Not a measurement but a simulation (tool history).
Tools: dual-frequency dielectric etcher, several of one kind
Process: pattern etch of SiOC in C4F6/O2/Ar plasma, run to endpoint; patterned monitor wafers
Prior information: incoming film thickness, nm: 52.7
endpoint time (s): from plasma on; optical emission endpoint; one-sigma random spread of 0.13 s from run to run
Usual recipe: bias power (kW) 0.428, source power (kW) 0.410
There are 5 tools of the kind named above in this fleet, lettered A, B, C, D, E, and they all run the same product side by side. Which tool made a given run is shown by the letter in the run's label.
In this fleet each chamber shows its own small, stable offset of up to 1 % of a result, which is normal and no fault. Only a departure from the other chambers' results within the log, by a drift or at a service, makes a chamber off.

run,hour,bias power (kW),source power (kW),hours since the last wet clean,hours since the last bias power generator calibration,hours since the last source power generator calibration,endpoint time (s)
# hour 2.6: chamber C: source power generator calibrated
1A,13.5,0.428,0.410,403.5,2430.6,749.7,18.475
2C,23.4,0.428,0.410,51.5,2583.9,20.8,18.876
3D,36.4,0.428,0.410,282.6,942.7,2600.9,18.640
# hour 48.4: chamber A: wet clean of the chamber
4E,50.8,0.428,0.410,287.1,2305.2,405.8,18.645
5B,65.1,0.428,0.410,417.7,2904.2,577.3,18.864
6D,74.6,0.428,0.330,320.8,980.9,2639.1,20.103
7C,83.6,0.428,0.330,111.7,2644.1,81.0,20.274
8A,91.2,0.428,0.330,42.8,2508.3,827.4,20.284
9B,106.1,0.428,0.330,458.7,2945.2,618.3,20.256
10E,117.5,0.428,0.330,353.8,2371.9,472.5,19.976
11D,124.2,0.428,0.410,370.4,1030.5,2688.7,18.728
# hour 126.3: chamber D: wet clean of the chamber
12A,131.0,0.428,0.410,82.6,2548.1,867.2,18.729
13C,144.1,0.357,0.340,172.2,2704.6,141.5,21.267
# hour 157.0: chamber B: wet clean of the chamber
14B,157.2,0.357,0.340,0.3,2996.3,669.4,22.351
15E,167.7,0.357,0.340,404.0,2422.1,522.7,20.978
16B,180.7,0.357,0.340,23.8,3019.8,692.9,22.276
17D,193.0,0.357,0.340,66.7,1099.3,2757.5,21.401
18E,201.7,0.428,0.410,438.0,2456.1,556.7,18.795
19C,212.8,0.428,0.410,240.9,2773.3,210.2,18.579
20A,225.5,0.428,0.500,177.1,2642.6,961.7,17.184
21A,234.8,0.428,0.500,186.4,2651.9,971.0,17.459
22B,249.5,0.428,0.500,92.6,3088.6,761.7,18.151
23D,264.5,0.428,0.500,138.2,1170.8,2829.0,17.300
24E,272.2,0.428,0.500,508.5,2526.6,627.2,17.269
# hour 279.3: chamber E: bias power generator calibrated
25C,286.3,0.428,0.410,314.4,2846.8,283.7,18.771
26B,295.7,0.428,0.410,138.8,3134.8,807.9,19.761
# hour 297.1: chamber E: wet clean of the chamber
27D,302.3,0.428,0.410,176.0,1208.6,2866.8,18.668
28E,315.3,0.428,0.410,18.2,36.1,670.3,18.383
29C,323.2,0.428,0.410,351.3,2883.7,320.6,18.729
30A,336.9,0.522,0.360,288.5,2754.0,1073.1,18.004
31A,350.5,0.522,0.360,302.1,2767.6,1086.7,18.200
32D,363.3,0.522,0.360,237.0,1269.6,2927.8,18.226
33C,369.8,0.522,0.360,397.9,2930.3,367.2,17.992
34B,379.4,0.522,0.360,222.5,3218.5,891.6,18.912
35E,393.1,0.428,0.410,96.0,113.9,748.1,18.479
36C,407.1,0.428,0.410,435.2,2967.6,404.5,18.715
37E,416.9,0.428,0.410,119.8,137.7,771.9,18.446
38D,429.1,0.428,0.410,302.8,1335.4,2993.6,18.624
39A,441.8,0.428,0.410,393.4,2858.9,1178.0,18.646
40B,456.4,0.428,0.410,299.5,3295.5,968.6,19.496

Is one chamber off against the others, does the gauge drift, or is nothing wrong? If a chamber is off, say which, and what the likeliest cause is.

After it was serviced, chamber B no longer matches the other chambers.
Cause: etch rate under this chamber's usual, % = 4.68.

Chamber B could run next with any of the 4 candidate recipes listed below; each alters the usual settings, and their results appear as question marks. Which one brings its results back in line with what the other chambers deliver on the usual settings?
In line here means within this much of the mean the other chambers give on the usual settings: endpoint time (s) 0.450
41B-1,467.2,0.482,0.460,,,,?
41B-2,467.2,0.457,0.440,,,,?
41B-3,467.2,0.371,0.410,,,,?
41B-4,467.2,0.374,0.360,,,,?

Usual-settings mean across the other chambers: endpoint time (s) 18.603
run,endpoint time (s)
41B-1,17.899
41B-2,18.558
41B-3,20.552
41B-4,21.519
It is 41B-2 that realigns the chamber with its peers.
